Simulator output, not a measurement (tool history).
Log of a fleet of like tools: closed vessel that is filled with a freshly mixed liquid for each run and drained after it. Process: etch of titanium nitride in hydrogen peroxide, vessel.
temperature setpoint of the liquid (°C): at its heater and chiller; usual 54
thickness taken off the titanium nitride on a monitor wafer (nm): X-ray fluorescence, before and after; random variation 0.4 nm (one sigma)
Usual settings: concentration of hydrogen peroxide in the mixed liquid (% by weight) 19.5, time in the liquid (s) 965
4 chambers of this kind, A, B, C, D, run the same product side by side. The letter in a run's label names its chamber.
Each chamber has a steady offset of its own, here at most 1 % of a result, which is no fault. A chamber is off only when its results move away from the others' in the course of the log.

| run | hour | temperature setpoint of the liquid (°C) | concentration of hydrogen peroxide in the mixed liquid (% by weight) | time in the liquid (s) | read-back film thickness of the titanium nitride reference wafer, read on the same gauge (nm) | thickness taken off the titanium nitride on a monitor wafer (nm) |
|---|---|---|---|---|---|---|
| 1C | 8 | 54 | 19.5 | 965 | 150.02 | 47.068 |
| 2B | 13.7 | 54 | 19.5 | 965 | 150.01 | 47.635 |
| 3D | 19.4 | 54 | 19.5 | 965 | 150.02 | 46.792 |
| 4A | 25.6 | 54 | 19.5 | 965 | 150 | 46.381 |
| 5C | 34.4 | 61 | 19.5 | 480 | 150 | 37.083 |
|  | 38.6 | chamber A: new drum of peroxide connected |
| 6A | 41.1 | 61 | 19.5 | 480 | 150 | 37.532 |
| 7D | 47.4 | 61 | 19.5 | 480 | 149.99 | 38.211 |
| 8B | 54.2 | 61 | 19.5 | 480 | 150.01 | 38.003 |
| 9D | 60.9 | 54 | 19.5 | 965 | 149.95 | 47.284 |
| 10A | 67.7 | 54 | 19.5 | 965 | 149.99 | 46.622 |
| 11B | 73.8 | 54 | 19.5 | 965 | 149.97 | 46.426 |
| 12C | 81.9 | 54 | 19.5 | 965 | 150 | 46.638 |
| 13D | 86.1 | 54 | 19.5 | 965 | 149.97 | 46.975 |
| 14B | 95.3 | 54 | 19.5 | 965 | 149.98 | 46.772 |
| 15A | 103 | 54 | 19.5 | 1170 | 150.02 | 54.629 |
| 16C | 110.8 | 54 | 19.5 | 1170 | 149.98 | 57.026 |
| 17A | 119.6 | 54 | 19.5 | 1170 | 149.99 | 54.784 |
| 18C | 126.1 | 54 | 19.5 | 1170 | 149.96 | 56.757 |
| 19D | 133.8 | 54 | 19.5 | 965 | 149.98 | 46.652 |
| 20B | 138.1 | 54 | 19.5 | 965 | 149.97 | 46.644 |
| 21A | 145.6 | 54 | 19.5 | 965 | 149.95 | 44.55 |
| 22D | 154.6 | 54 | 19.5 | 965 | 150 | 46.96 |
| 23C | 159.8 | 54 | 19.5 | 965 | 150.02 | 47.03 |
| 24B | 167 | 54 | 19.5 | 965 | 149.99 | 47.578 |
| 25D | 171.5 | 54 | 19.5 | 965 | 150.02 | 46.862 |
|  | 172.4 | chamber C: new drum of peroxide connected |
| 26B | 177 | 54 | 19.5 | 965 | 149.99 | 47.609 |
| 27C | 182.4 | 54 | 16 | 605 | 150.01 | 28.284 |
| 28A | 189.9 | 54 | 16 | 605 | 149.96 | 25.925 |
| 29D | 197.4 | 54 | 16 | 605 | 150.01 | 28.238 |
| 30C | 206.5 | 54 | 16 | 605 | 149.98 | 28.255 |

What goes on in this fleet: one chamber off, a drifting gauge, or nothing beyond the chambers' own small offsets? Name the chamber and the cause, if any.

Chamber A drifts away from the others.
Cause: liquid colder than its thermometer reads (K) = 1.34.

Here are 4 candidates for chamber A's next run, each the usual settings with a change, their results left as question marks. Which one brings its results back in line with what the others give on the usual settings?
In line means no further than this from the other chambers' mean on the usual settings: thickness taken off the titanium nitride on a monitor wafer (nm) 1.4
| 31A-1 | 213.1 | 54 | 19.5 | 1010 |  | ? |
| 31A-2 | 213.1 | 55.5 | 19.5 | 965 |  | ? |
| 31A-3 | 213.1 | 53.5 | 19.5 | 945 |  | ? |
| 31A-4 | 213.1 | 54 | 19.5 | 870 |  | ? |

The other chambers' mean on the usual settings: thickness taken off the titanium nitride on a monitor wafer (nm) 46.999
| run | thickness taken off the titanium nitride on a monitor wafer (nm) |
|---|---|
| 31A-1 | 44.523 |
| 31A-2 | 47.268 |
| 31A-3 | 40.202 |
| 31A-4 | 38.352 |
31A-2 brings the chamber back in line.

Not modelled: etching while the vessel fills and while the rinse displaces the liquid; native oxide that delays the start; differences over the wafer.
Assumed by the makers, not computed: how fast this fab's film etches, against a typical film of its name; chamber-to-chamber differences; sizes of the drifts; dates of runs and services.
